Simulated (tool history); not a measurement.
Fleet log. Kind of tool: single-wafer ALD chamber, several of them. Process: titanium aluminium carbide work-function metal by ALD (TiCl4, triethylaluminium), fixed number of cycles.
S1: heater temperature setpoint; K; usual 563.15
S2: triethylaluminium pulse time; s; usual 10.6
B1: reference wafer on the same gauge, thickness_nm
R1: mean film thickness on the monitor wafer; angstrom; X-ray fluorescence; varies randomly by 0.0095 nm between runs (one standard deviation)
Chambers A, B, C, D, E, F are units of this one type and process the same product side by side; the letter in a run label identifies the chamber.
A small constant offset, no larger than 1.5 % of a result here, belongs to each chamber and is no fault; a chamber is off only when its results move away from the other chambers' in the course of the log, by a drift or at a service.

{"run": "1F", "hour": 6.3, "S1": 563.15, "S2": 10.6, "B1": 2.1415, "R1": 19.049}
{"run": "2E", "hour": 12.7, "S1": 563.15, "S2": 10.6, "B1": 2.1408, "R1": 19.405}
{"run": "3B", "hour": 19.8, "S1": 563.15, "S2": 10.6, "B1": 2.1381, "R1": 19.283}
{"run": "4A", "hour": 27.3, "S1": 563.15, "S2": 10.6, "B1": 2.1403, "R1": 19.279}
{"run": "5D", "hour": 31.1, "S1": 563.15, "S2": 10.6, "B1": 2.1414, "R1": 19.173}
{"run": "6C", "hour": 38.0, "S1": 563.15, "S2": 10.6, "B1": 2.1385, "R1": 19.279}
{"run": "7D", "hour": 41.7, "S1": 563.15, "S2": 10.6, "B1": 2.1358, "R1": 19.241}
{"run": "8F", "hour": 48.1, "S1": 563.15, "S2": 10.6, "B1": 2.1413, "R1": 19.013}
{"run": "9B", "hour": 53.5, "S1": 563.15, "S2": 10.6, "B1": 2.1383, "R1": 19.33}
{"run": "10E", "hour": 58.0, "S1": 563.15, "S2": 10.6, "B1": 2.1382, "R1": 19.343}
{"run": "11C", "hour": 65.5, "S1": 563.15, "S2": 10.6, "B1": 2.1417, "R1": 19.321}
{"run": "12A", "hour": 71.6, "S1": 563.15, "S2": 8.58, "B1": 2.1387, "R1": 18.875}
{"run": "13D", "hour": 77.6, "S1": 563.15, "S2": 8.58, "B1": 2.1396, "R1": 18.903}
{"run": "14E", "hour": 85.2, "S1": 563.15, "S2": 8.58, "B1": 2.1419, "R1": 18.966}
{"run": "15B", "hour": 90.6, "S1": 563.15, "S2": 8.58, "B1": 2.1411, "R1": 18.926}
{"run": "16A", "hour": 96.7, "S1": 563.15, "S2": 8.58, "B1": 2.1381, "R1": 18.847}
{"run": "17C", "hour": 103.9, "S1": 563.15, "S2": 8.58, "B1": 2.1384, "R1": 18.741}
{"run": "18F", "hour": 108.4, "S1": 563.15, "S2": 10.6, "B1": 2.1415, "R1": 18.887}
{"run": "19D", "hour": 115.2, "S1": 563.15, "S2": 10.6, "B1": 2.1377, "R1": 19.193}
{"run": "20E", "hour": 120.5, "S1": 563.15, "S2": 10.6, "B1": 2.1398, "R1": 19.241}
{"run": "21F", "hour": 127.7, "S1": 563.15, "S2": 10.6, "B1": 2.1382, "R1": 18.931}
{"run": "22B", "hour": 132.3, "S1": 563.15, "S2": 10.6, "B1": 2.1395, "R1": 19.33}
{"run": "23A", "hour": 139.3, "S1": 563.15, "S2": 10.6, "B1": 2.1383, "R1": 19.257}
{"run": "24C", "hour": 142.9, "S1": 563.15, "S2": 10.6, "B1": 2.1381, "R1": 19.319}
{"run": "25F", "hour": 148.8, "S1": 563.15, "S2": 7.49, "B1": 2.1418, "R1": 18.201}
{"run": "26E", "hour": 155.9, "S1": 563.15, "S2": 7.49, "B1": 2.141, "R1": 18.332}
{"run": "27A", "hour": 160.2, "S1": 563.15, "S2": 7.49, "B1": 2.1388, "R1": 18.285}
{"run": "28D", "hour": 164.9, "S1": 563.15, "S2": 7.49, "B1": 2.1391, "R1": 18.271}
{"run": "29B", "hour": 169.7, "S1": 563.15, "S2": 7.49, "B1": 2.1402, "R1": 18.266}
{"hour": 171.5, "done": "chamber D: triethylaluminium bottle replaced"}
{"run": "30C", "hour": 176.6, "S1": 563.15, "S2": 7.49, "B1": 2.1404, "R1": 18.357}
{"run": "31D", "hour": 180.2, "S1": 563.15, "S2": 10.6, "B1": 2.1411, "R1": 19.111}
{"run": "32E", "hour": 185.2, "S1": 563.15, "S2": 10.6, "B1": 2.1377, "R1": 19.397}
{"run": "33B", "hour": 191.6, "S1": 570.15, "S2": 10.6, "B1": 2.1393, "R1": 20.045}
{"run": "34F", "hour": 198.6, "S1": 570.15, "S2": 10.6, "B1": 2.1417, "R1": 19.647}
{"run": "35A", "hour": 202.2, "S1": 570.15, "S2": 10.6, "B1": 2.1416, "R1": 19.901}
{"run": "36C", "hour": 209.3, "S1": 570.15, "S2": 10.6, "B1": 2.1372, "R1": 19.597}
{"run": "37A", "hour": 214.2, "S1": 570.15, "S2": 10.6, "B1": 2.1404, "R1": 19.81}
{"run": "38D", "hour": 219.2, "S1": 570.15, "S2": 10.6, "B1": 2.1384, "R1": 20.058}
{"run": "39F", "hour": 225.3, "S1": 550.15, "S2": 7.34, "B1": 2.1439, "R1": 16.842}

One chamber off, gauge drift, or nothing amiss beyond the chambers' own small offsets? If it is a chamber, which one, and what is the likeliest cause?

No chamber stands off beyond its own small offset, and the gauge holds steady.

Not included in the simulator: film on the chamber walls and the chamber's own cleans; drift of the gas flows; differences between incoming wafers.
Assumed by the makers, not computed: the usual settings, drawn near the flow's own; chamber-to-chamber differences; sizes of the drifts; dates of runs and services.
